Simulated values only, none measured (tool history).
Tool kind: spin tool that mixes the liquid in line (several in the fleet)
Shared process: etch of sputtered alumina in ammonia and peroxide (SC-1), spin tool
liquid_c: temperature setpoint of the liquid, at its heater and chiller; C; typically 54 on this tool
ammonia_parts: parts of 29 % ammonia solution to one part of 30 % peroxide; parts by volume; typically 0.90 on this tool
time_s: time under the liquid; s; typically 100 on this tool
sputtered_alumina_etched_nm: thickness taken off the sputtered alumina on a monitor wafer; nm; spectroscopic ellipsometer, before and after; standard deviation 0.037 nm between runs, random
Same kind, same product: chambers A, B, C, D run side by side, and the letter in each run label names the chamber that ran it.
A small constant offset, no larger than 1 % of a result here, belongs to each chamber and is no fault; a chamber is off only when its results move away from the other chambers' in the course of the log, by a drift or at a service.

run,hour,liquid_c,ammonia_parts,time_s,"read-back film thickness of the sputtered alumina reference wafer, read on the same gauge (nm)",sputtered_alumina_etched_nm
1D,10.3,54,0.90,100,110.00,8.5386
2C,18.9,54,0.90,100,110.02,8.4734
3B,26.1,54,0.90,100,109.99,8.4226
4A,32.3,54,0.90,100,109.99,8.4605
5D,40.2,54,0.60,100,110.02,8.1508
6A,46.8,54,0.60,100,110.00,8.1794
7B,54.8,54,0.60,100,109.98,8.1435
# hour 61.2: chamber C: thermometer replaced
8C,61.9,54,0.60,100,110.01,8.1767
9A,70.8,54,0.90,100,109.99,8.5001
10B,79.7,54,0.90,100,110.02,8.3849
11C,90.4,54,0.90,100,110.03,8.4375
12D,97.2,54,0.90,100,110.00,8.4592
13D,108.1,54,0.90,100,110.00,8.3957
14B,118.2,54,0.90,100,110.03,8.4682
15C,126.2,54,0.55,60,110.02,4.8510
16A,135.8,54,0.55,60,110.00,4.8648
17C,144.4,54,0.55,60,109.98,4.8203
18A,150.5,54,0.55,60,110.03,4.8390
19B,160.3,54,0.90,100,110.01,8.4559
20D,168.1,54,0.90,100,110.00,8.5011
21A,174.1,54,0.90,100,110.04,8.5215
# hour 174.6: chamber D: new drum of ammonia solution connected
22B,184.7,54,0.90,100,110.00,8.4793
23D,193.7,54,0.90,100,109.99,8.4546
24C,203.0,54,0.90,100,109.99,8.4176
25A,208.2,54,0.90,100,110.00,8.4385
26B,213.9,54,0.90,100,110.00,8.4414
# hour 214.3: chamber A: new drum of ammonia solution connected
27C,221.9,49,0.90,100,109.99,6.3962
28D,231.8,49,0.90,100,109.99,6.4495
29C,241.1,49,0.90,100,110.00,6.4556
30B,246.9,49,0.90,100,110.00,6.4172
31D,253.8,54,1.10,45,110.02,3.8799
32A,263.3,54,1.10,45,110.02,3.8637
33D,273.8,54,1.10,45,110.01,3.8923
34C,279.7,54,1.10,45,109.98,3.8882
35B,285.1,54,0.90,100,109.98,8.4979
36A,293.3,54,0.90,100,110.02,8.4457
37B,303.8,59,1.10,100,109.97,11.1990
# hour 307.4: chamber D: ammonia flow meter replaced
38D,308.9,59,1.10,100,110.01,11.3300
39C,315.2,59,1.10,100,110.00,11.2430

All chambers now run identical settings, listed one chamber a line with results as question marks. What results will each chamber show?
40A,323.1,54,0.60,100,,?
40B,323.1,54,0.60,100,,?
40C,323.1,54,0.60,100,,?
40D,323.1,54,0.60,100,,?

run,sputtered_alumina_etched_nm
40A,8.1740
40B,8.1262
40C,8.1504
40D,8.1329
